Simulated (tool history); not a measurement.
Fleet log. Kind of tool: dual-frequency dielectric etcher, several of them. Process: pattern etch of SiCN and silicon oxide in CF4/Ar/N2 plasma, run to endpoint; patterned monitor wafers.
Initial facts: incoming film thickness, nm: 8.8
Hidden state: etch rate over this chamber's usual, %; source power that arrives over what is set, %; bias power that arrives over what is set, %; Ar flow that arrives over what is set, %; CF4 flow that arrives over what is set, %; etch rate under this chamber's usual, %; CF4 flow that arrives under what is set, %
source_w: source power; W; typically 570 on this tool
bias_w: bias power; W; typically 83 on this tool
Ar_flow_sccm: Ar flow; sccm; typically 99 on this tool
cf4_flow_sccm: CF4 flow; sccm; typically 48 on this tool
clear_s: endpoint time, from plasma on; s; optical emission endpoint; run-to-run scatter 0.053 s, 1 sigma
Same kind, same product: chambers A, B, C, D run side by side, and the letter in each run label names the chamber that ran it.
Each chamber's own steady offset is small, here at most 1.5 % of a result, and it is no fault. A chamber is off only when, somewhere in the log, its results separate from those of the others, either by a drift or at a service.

| run | hour | source_w | bias_w | Ar_flow_sccm | cf4_flow_sccm | hours since the last wet clean | hours since the last source power generator calibration | hours since the last bias power generator calibration | hours since the last Ar flow controller change | hours since the last CF4 flow controller change | clear_s |
|---|---|---|---|---|---|---|---|---|---|---|---|
| 1D | 3.8 | 570 | 83 | 99 | 48 | 219.9 | 882.7 | 2741.2 | 2303.2 | 4217.5 | 8.5502 |
| 2A | 9.1 | 570 | 83 | 99 | 48 | 242.9 | 1364.0 | 1078.3 | 1076.6 | 2558.8 | 8.3904 |
| 3B | 12.9 | 570 | 83 | 99 | 48 | 154.6 | 1441.5 | 228.8 | 3366.9 | 4095.2 | 8.3541 |
| 4C | 15.8 | 570 | 83 | 99 | 48 | 462.6 | 1466.4 | 3060.7 | 1933.8 | 3593.6 | 8.4736 |
| 5B | 20.9 | 570 | 83 | 99 | 48 | 162.6 | 1449.5 | 236.8 | 3374.9 | 4103.2 | 8.3781 |
| 6A | 27.1 | 570 | 73 | 99 | 48 | 260.9 | 1382.0 | 1096.3 | 1094.6 | 2576.8 | 8.7496 |
| 7C | 32.9 | 570 | 73 | 99 | 48 | 479.7 | 1483.5 | 3077.8 | 1950.9 | 3610.7 | 8.7326 |
| 8D | 38.0 | 570 | 73 | 99 | 48 | 254.1 | 916.9 | 2775.4 | 2337.4 | 4251.7 | 8.9542 |
| 9B | 41.2 | 570 | 73 | 99 | 48 | 182.9 | 1469.8 | 257.1 | 3395.2 | 4123.5 | 8.7717 |
| 10A | 47.7 | 570 | 83 | 99 | 48 | 281.5 | 1402.6 | 1116.9 | 1115.2 | 2597.4 | 8.3261 |
| 11D | 53.1 | 570 | 83 | 99 | 48 | 269.2 | 932.0 | 2790.5 | 2352.5 | 4266.8 | 8.4954 |
| 12C | 57.0 | 570 | 83 | 99 | 48 | 503.8 | 1507.6 | 3101.9 | 1975.0 | 3634.8 | 8.4234 |
| 13B | 60.0 | 570 | 83 | 99 | 48 | 201.7 | 1488.6 | 275.9 | 3414.0 | 4142.3 | 8.4798 |
| 14A | 63.0 | 570 | 83 | 99 | 48 | 296.8 | 1417.9 | 1132.2 | 1130.5 | 2612.7 | 8.3314 |
|  | 66.8 | chamber C: wet clean of the chamber |
| 15D | 69.3 | 570 | 83 | 99 | 48 | 285.4 | 948.2 | 2806.7 | 2368.7 | 4283.0 | 8.4795 |
| 16C | 75.2 | 570 | 83 | 99 | 48 | 8.5 | 1525.8 | 3120.1 | 1993.2 | 3653.0 | 8.3491 |
| 17D | 80.2 | 570 | 83 | 111 | 55 | 296.3 | 959.1 | 2817.6 | 2379.6 | 4293.9 | 8.3528 |
| 18C | 86.9 | 570 | 83 | 111 | 55 | 20.2 | 1537.5 | 3131.8 | 2004.9 | 3664.7 | 8.4888 |
| 19A | 91.8 | 570 | 83 | 111 | 55 | 325.6 | 1446.7 | 1161.0 | 1159.3 | 2641.5 | 8.3908 |
| 20B | 98.3 | 570 | 83 | 111 | 55 | 240.0 | 1526.9 | 314.2 | 3452.3 | 4180.6 | 8.4507 |
| 21B | 102.8 | 570 | 64 | 99 | 58 | 244.5 | 1531.4 | 318.7 | 3456.8 | 4185.1 | 8.9577 |
| 22C | 109.4 | 570 | 64 | 99 | 58 | 42.7 | 1560.0 | 3154.3 | 2027.4 | 3687.2 | 9.0433 |
| 23D | 115.1 | 570 | 64 | 99 | 58 | 331.2 | 994.0 | 2852.5 | 2414.5 | 4328.8 | 8.9029 |
| 24A | 120.8 | 570 | 64 | 99 | 58 | 354.6 | 1475.7 | 1190.0 | 1188.3 | 2670.5 | 8.7490 |
| 25B | 126.3 | 570 | 83 | 99 | 48 | 268.0 | 1554.9 | 342.2 | 3480.3 | 4208.6 | 8.6503 |
| 26C | 131.3 | 570 | 83 | 99 | 48 | 64.6 | 1581.9 | 3176.2 | 2049.3 | 3709.1 | 8.4698 |
| 27A | 135.1 | 570 | 83 | 99 | 48 | 368.9 | 1490.0 | 1204.3 | 1202.6 | 2684.8 | 8.2937 |
| 28D | 140.3 | 570 | 83 | 99 | 48 | 356.4 | 1019.2 | 2877.7 | 2439.7 | 4354.0 | 8.4669 |
| 29B | 147.0 | 570 | 83 | 99 | 48 | 288.7 | 1575.6 | 362.9 | 3501.0 | 4229.3 | 8.6804 |
| 30C | 152.1 | 570 | 83 | 99 | 48 | 85.4 | 1602.7 | 3197.0 | 2070.1 | 3729.9 | 8.4392 |
| 31D | 157.6 | 570 | 83 | 99 | 48 | 373.7 | 1036.5 | 2895.0 | 2457.0 | 4371.3 | 8.4749 |
| 32A | 163.9 | 570 | 83 | 99 | 48 | 397.7 | 1518.8 | 1233.1 | 1231.4 | 2713.6 | 8.1617 |
| 33C | 169.9 | 570 | 83 | 99 | 48 | 103.2 | 1620.5 | 3214.8 | 2087.9 | 3747.7 | 8.3851 |
| 34A | 173.8 | 570 | 83 | 99 | 48 | 407.6 | 1528.7 | 1243.0 | 1241.3 | 2723.5 | 8.3382 |
| 35B | 177.5 | 570 | 83 | 99 | 48 | 319.2 | 1606.1 | 393.4 | 3531.5 | 4259.8 | 8.7947 |
| 36D | 184.1 | 570 | 74 | 99 | 48 | 400.2 | 1063.0 | 2921.5 | 2483.5 | 4397.8 | 8.7144 |
| 37B | 189.8 | 570 | 74 | 99 | 48 | 331.5 | 1618.4 | 405.7 | 3543.8 | 4272.1 | 9.1524 |
| 38A | 194.3 | 570 | 74 | 99 | 48 | 428.1 | 1549.2 | 1263.5 | 1261.8 | 2744.0 | 8.6884 |
| 39D | 198.3 | 570 | 74 | 99 | 48 | 414.4 | 1077.2 | 2935.7 | 2497.7 | 4412.0 | 8.7576 |
|  | 198.6 | chamber A: CF4 flow controller replaced |
| 40C | 203.3 | 570 | 83 | 99 | 48 | 136.6 | 1653.9 | 3248.2 | 2121.3 | 3781.1 | 8.3627 |
| 41C | 206.6 | 570 | 83 | 99 | 48 | 139.9 | 1657.2 | 3251.5 | 2124.6 | 3784.4 | 8.4147 |
| 42A | 211.4 | 570 | 83 | 99 | 48 | 445.2 | 1566.3 | 1280.6 | 1278.9 | 12.9 | 8.2577 |

All 4 chambers run these settings next. Forecast each chamber's results:
| 43A | 216.2 | 570 | 83 | 79 | 48 |  |  |  |  |  | ? |
| 43B | 216.2 | 570 | 83 | 79 | 48 |  |  |  |  |  | ? |
| 43C | 216.2 | 570 | 83 | 79 | 48 |  |  |  |  |  | ? |
| 43D | 216.2 | 570 | 83 | 79 | 48 |  |  |  |  |  | ? |

| run | clear_s |
|---|---|
| 43A | 8.0671 |
| 43B | 8.4802 |
| 43C | 8.1572 |
| 43D | 8.1988 |
